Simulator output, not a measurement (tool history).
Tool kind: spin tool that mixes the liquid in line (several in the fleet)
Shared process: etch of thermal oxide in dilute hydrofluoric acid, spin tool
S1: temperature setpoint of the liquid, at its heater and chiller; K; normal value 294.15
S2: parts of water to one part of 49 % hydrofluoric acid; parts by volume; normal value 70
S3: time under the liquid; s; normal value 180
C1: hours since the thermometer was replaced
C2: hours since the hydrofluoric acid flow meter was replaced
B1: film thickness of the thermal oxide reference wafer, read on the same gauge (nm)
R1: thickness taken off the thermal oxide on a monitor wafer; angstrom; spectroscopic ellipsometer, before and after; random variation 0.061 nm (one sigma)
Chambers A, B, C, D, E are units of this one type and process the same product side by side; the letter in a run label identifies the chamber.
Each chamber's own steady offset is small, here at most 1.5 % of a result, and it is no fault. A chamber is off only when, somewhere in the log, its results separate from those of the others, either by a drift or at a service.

run,hour,S1,S2,S3,C1,C2,B1,R1
1C,4.0,294.15,70,180,486.4,880.2,100.000,111.840
2E,10.3,294.15,70,180,1118.7,1835.9,100.010,109.930
3B,17.7,294.15,70,180,286.1,1002.8,99.994,111.050
4D,22.7,294.15,70,180,193.6,1691.0,100.020,110.050
5A,29.4,294.15,70,180,764.2,317.3,99.995,111.430
6C,36.0,294.15,70,180,518.4,912.2,99.967,112.310
7B,40.4,294.15,70,180,308.8,1025.5,100.020,109.870
8A,44.5,294.15,70,180,779.3,332.4,100.010,110.590
9D,50.5,294.15,70,180,221.4,1718.8,99.986,111.320
10E,56.7,294.15,70,180,1165.1,1882.3,100.030,109.850
11E,61.0,290.15,90,180,1169.4,1886.6,99.989,70.500
12A,64.2,290.15,90,180,799.0,352.1,100.040,71.407
13C,69.1,290.15,90,180,551.5,945.3,99.986,71.174
14D,73.0,290.15,90,180,243.9,1741.3,99.974,71.657
15B,78.1,290.15,90,180,346.5,1063.2,99.987,70.856
16E,83.4,294.15,70,180,1191.8,1909.0,100.010,111.780
# hour 88.8: chamber C: hydrofluoric acid flow meter replaced
17D,90.2,294.15,70,250,261.1,1758.5,99.979,153.270
# hour 92.9: chamber E: hydrofluoric acid flow meter replaced
18B,95.3,294.15,70,250,363.7,1080.4,99.978,153.330
19C,102.4,294.15,70,250,584.8,13.6,99.982,155.490
20A,109.0,294.15,70,250,843.8,396.9,100.010,154.650
# hour 111.0: chamber A: hydrofluoric acid flow meter replaced
21E,112.6,294.15,70,250,1221.0,19.7,100.020,157.220
22A,116.7,296.65,70,100,851.5,5.7,100.030,67.951
23B,121.1,296.65,70,100,389.5,1106.2,100.000,68.706
24C,127.6,296.65,70,100,610.0,38.8,99.995,69.518
25D,133.6,296.65,70,100,304.5,1801.9,99.997,67.829
26E,140.3,296.65,70,100,1248.7,47.4,99.988,70.103
27C,144.2,294.15,70,180,626.6,55.4,100.020,111.750
28D,147.9,294.15,70,180,318.8,1816.2,100.040,111.780
29A,152.7,294.15,70,180,887.5,41.7,99.983,110.700
30B,160.2,294.15,70,180,428.6,1145.3,99.995,111.100
31A,166.6,294.15,70,180,901.4,55.6,100.000,110.570
32E,171.0,294.15,70,180,1279.4,78.1,100.000,115.170
33B,175.1,295.65,95,180,443.5,1160.2,99.979,84.419
34C,182.3,295.65,95,180,664.7,93.5,100.030,84.222
35D,188.2,295.65,95,180,359.1,1856.5,100.000,84.591

For the next run the whole fleet of 5 chambers uses the same settings. Give each chamber's results:
36A,193.6,294.15,70,130,,,,?
36B,193.6,294.15,70,130,,,,?
36C,193.6,294.15,70,130,,,,?
36D,193.6,294.15,70,130,,,,?
36E,193.6,294.15,70,130,,,,?

run,R1
36A,80.279
36B,80.154
36C,80.934
36D,80.034
36E,83.710
